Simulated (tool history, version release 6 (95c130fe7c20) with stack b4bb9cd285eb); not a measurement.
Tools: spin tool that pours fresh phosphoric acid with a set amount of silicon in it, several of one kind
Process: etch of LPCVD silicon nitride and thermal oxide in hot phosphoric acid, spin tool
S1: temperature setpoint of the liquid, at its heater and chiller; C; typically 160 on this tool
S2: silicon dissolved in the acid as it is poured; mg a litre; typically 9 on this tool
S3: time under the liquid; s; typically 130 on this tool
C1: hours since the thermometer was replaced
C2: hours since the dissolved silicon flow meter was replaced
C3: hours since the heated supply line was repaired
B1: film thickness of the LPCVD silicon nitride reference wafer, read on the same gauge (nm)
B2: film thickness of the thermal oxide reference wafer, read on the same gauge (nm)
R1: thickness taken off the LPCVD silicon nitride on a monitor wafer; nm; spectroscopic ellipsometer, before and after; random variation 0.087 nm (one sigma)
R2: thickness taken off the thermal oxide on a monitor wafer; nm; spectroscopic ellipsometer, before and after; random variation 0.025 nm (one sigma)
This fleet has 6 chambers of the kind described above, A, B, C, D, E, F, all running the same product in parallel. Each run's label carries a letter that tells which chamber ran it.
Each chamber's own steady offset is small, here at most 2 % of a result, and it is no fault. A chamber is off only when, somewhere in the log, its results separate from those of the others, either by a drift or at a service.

Run 1A, hour 7.2: usual settings; C1 100.4; C2 202.9; C3 2531.8; B1 139.99; B2 29.981. Result: R1 10.4290 nm, R2 0.29079 nm.
Run 2D, hour 19.4: usual settings; C1 1567.8; C2 716.3; C3 2670.1; B1 139.99; B2 30.013. Result: R1 10.2240 nm, R2 0.31599 nm.
Run 3C, hour 26.4: usual settings; C1 1794.0; C2 110.7; C3 1032.4; B1 139.99; B2 29.989. Result: R1 10.3270 nm, R2 0.28090 nm.
Run 4B, hour 31.8: usual settings; C1 1892.9; C2 820.4; C3 470.6; B1 140.02; B2 29.985. Result: R1 10.1650 nm, R2 0.29324 nm.
Run 5E, hour 41.9: usual settings; C1 1339.0; C2 366.6; C3 1295.3; B1 140.01; B2 29.994. Result: R1 10.2950 nm, R2 0.32684 nm.
Run 6F, hour 48.6: usual settings; C1 1839.2; C2 1439.6; C3 1068.9; B1 140.01; B2 30.006. Result: R1 10.2040 nm, R2 0.30511 nm.
Run 7F, hour 54.7: usual settings; C1 1845.3; C2 1445.7; C3 1075.0; B1 140.01; B2 30.009. Result: R1 10.2950 nm, R2 0.26638 nm.
Run 8E, hour 65.8: usual settings; C1 1362.9; C2 390.5; C3 1319.2; B1 140.01; B2 29.966. Result: R1 10.3690 nm, R2 0.26664 nm.
Run 9D, hour 75.6: usual settings; C1 1624.0; C2 772.5; C3 2726.3; B1 140.00; B2 30.018. Result: R1 10.4210 nm, R2 0.34115 nm.
Run 10B, hour 82.1: usual settings; C1 1943.2; C2 870.7; C3 520.9; B1 139.99; B2 30.015. Result: R1 10.1880 nm, R2 0.26198 nm.
Run 11C, hour 90.5: usual settings but S2 13 mg a litre; C1 1858.1; C2 174.8; C3 1096.5; B1 140.01; B2 29.969. Result: R1 10.6050 nm, R2 0.28027 nm.
Run 12A, hour 99.5: usual settings but S2 13 mg a litre; C1 192.7; C2 295.2; C3 2624.1; B1 139.99; B2 30.003. Result: R1 10.3150 nm, R2 0.29405 nm.
Run 13C, hour 110.1: usual settings but S2 13 mg a litre; C1 1877.7; C2 194.4; C3 1116.1; B1 140.00; B2 30.014. Result: R1 10.3500 nm, R2 0.25347 nm.
Run 14A, hour 120.3: usual settings but S2 13 mg a litre; C1 213.5; C2 316.0; C3 2644.9; B1 140.01; B2 30.014. Result: R1 10.4340 nm, R2 0.26932 nm.
At hour 128.6: chamber B: thermometer replaced.
Run 15B, hour 129.8: usual settings but S2 13 mg a litre; C1 1.3; C2 918.4; C3 568.6; B1 140.01; B2 30.014. Result: R1 10.4730 nm, R2 0.24700 nm.
Run 16E, hour 141.2: usual settings but S2 13 mg a litre; C1 1438.3; C2 465.9; C3 1394.6; B1 140.00; B2 30.014. Result: R1 10.2210 nm, R2 0.24002 nm.
Run 17D, hour 146.5: usual settings; C1 1694.9; C2 843.4; C3 2797.2; B1 140.01; B2 29.997. Result: R1 10.2700 nm, R2 0.31080 nm.
Run 18F, hour 155.2: usual settings; C1 1945.8; C2 1546.2; C3 1175.5; B1 140.01; B2 30.003. Result: R1 10.1470 nm, R2 0.27149 nm.
Run 19B, hour 167.2: usual settings; C1 38.7; C2 955.8; C3 606.0; B1 140.00; B2 30.012. Result: R1 10.2660 nm, R2 0.29571 nm.
Run 20A, hour 179.0: usual settings; C1 272.2; C2 374.7; C3 2703.6; B1 140.00; B2 30.014. Result: R1 10.3870 nm, R2 0.26978 nm.
Run 21D, hour 188.2: usual settings but S3 55 s; C1 1736.6; C2 885.1; C3 2838.9; B1 140.00; B2 29.976. Result: R1 4.3519 nm, R2 0.11619 nm.
Run 22E, hour 195.4: usual settings but S3 55 s; C1 1492.5; C2 520.1; C3 1448.8; B1 140.02; B2 30.009. Result: R1 4.3962 nm, R2 0.13954 nm.
Run 23F, hour 201.3: usual settings but S3 55 s; C1 1991.9; C2 1592.3; C3 1221.6; B1 140.00; B2 29.953. Result: R1 4.3113 nm, R2 0.13987 nm.
Run 24C, hour 208.6: usual settings but S3 55 s; C1 1976.2; C2 292.9; C3 1214.6; B1 140.01; B2 29.998. Result: R1 4.2361 nm, R2 0.11542 nm.
At hour 213.9: chamber E: dissolved silicon flow meter replaced.
Run 25F, hour 218.9: usual settings but S3 55 s; C1 2009.5; C2 1609.9; C3 1239.2; B1 139.99; B2 29.995. Result: R1 4.3651 nm, R2 0.11709 nm.
Run 26D, hour 228.8: usual settings but S3 55 s; C1 1777.2; C2 925.7; C3 2879.5; B1 140.00; B2 30.012. Result: R1 4.4125 nm, R2 0.12941 nm.
Run 27E, hour 237.4: usual settings; C1 1534.5; C2 23.5; C3 1490.8; B1 140.00; B2 30.022. Result: R1 10.2740 nm, R2 0.30735 nm.
Run 28C, hour 243.3: usual settings; C1 2010.9; C2 327.6; C3 1249.3; B1 139.99; B2 30.021. Result: R1 9.8255 nm, R2 0.27946 nm.
Run 29B, hour 252.0: usual settings but S1 159 C, S2 14 mg a litre; C1 123.5; C2 1040.6; C3 690.8; B1 140.01; B2 29.990. Result: R1 10.0100 nm, R2 0.24636 nm.
Run 30A, hour 263.8: usual settings but S1 159 C, S2 14 mg a litre; C1 357.0; C2 459.5; C3 2788.4; B1 140.00; B2 30.011. Result: R1 9.8847 nm, R2 0.23413 nm.
At hour 268.1: chamber F: thermometer replaced.
Run 31C, hour 271.8: usual settings but S1 159 C, S2 14 mg a litre; C1 2039.4; C2 356.1; C3 1277.8; B1 140.00; B2 30.008. Result: R1 9.3388 nm, R2 0.22452 nm.
At hour 274.3: chamber B: heated supply line repaired.
Run 32B, hour 277.5: usual settings but S1 159 C, S2 14 mg a litre; C1 149.0; C2 1066.1; C3 3.3; B1 140.01; B2 30.002. Result: R1 9.8823 nm, R2 0.29866 nm.
Run 33E, hour 283.9: usual settings but S1 159 C, S2 14 mg a litre; C1 1581.0; C2 70.0; C3 1537.3; B1 139.98; B2 30.002. Result: R1 9.9182 nm, R2 0.24596 nm.
Run 34F, hour 291.0: usual settings but S1 159 C, S2 14 mg a litre; C1 22.9; C2 1682.0; C3 1311.3; B1 139.99; B2 30.015. Result: R1 9.7496 nm, R2 0.26161 nm.
Run 35D, hour 300.9: usual settings; C1 1849.3; C2 997.8; C3 2951.6; B1 140.02; B2 29.990. Result: R1 10.3010 nm, R2 0.36116 nm.
Run 36A, hour 311.1: usual settings; C1 404.3; C2 506.8; C3 2835.7; B1 140.00; B2 30.011. Result: R1 10.3050 nm, R2 0.30791 nm.

Next, all 6 chambers run the settings below, one line each with question marks for the results. What does each chamber give?
Run 37A, hour 319.8: usual settings but S2 4 mg a litre. Result: R1 ?, R2 ?.
Run 37B, hour 319.8: usual settings but S2 4 mg a litre. Result: R1 ?, R2 ?.
Run 37C, hour 319.8: usual settings but S2 4 mg a litre. Result: R1 ?, R2 ?.
Run 37D, hour 319.8: usual settings but S2 4 mg a litre. Result: R1 ?, R2 ?.
Run 37E, hour 319.8: usual settings but S2 4 mg a litre. Result: R1 ?, R2 ?.
Run 37F, hour 319.8: usual settings but S2 4 mg a litre. Result: R1 ?, R2 ?.

run       R1       R2
37A  10.2450  0.36234
37B  10.2700  0.29775
37C   9.5420  0.23647
37D  10.3480  0.33023
37E  10.0870  0.34132
37F  10.4620  0.36541

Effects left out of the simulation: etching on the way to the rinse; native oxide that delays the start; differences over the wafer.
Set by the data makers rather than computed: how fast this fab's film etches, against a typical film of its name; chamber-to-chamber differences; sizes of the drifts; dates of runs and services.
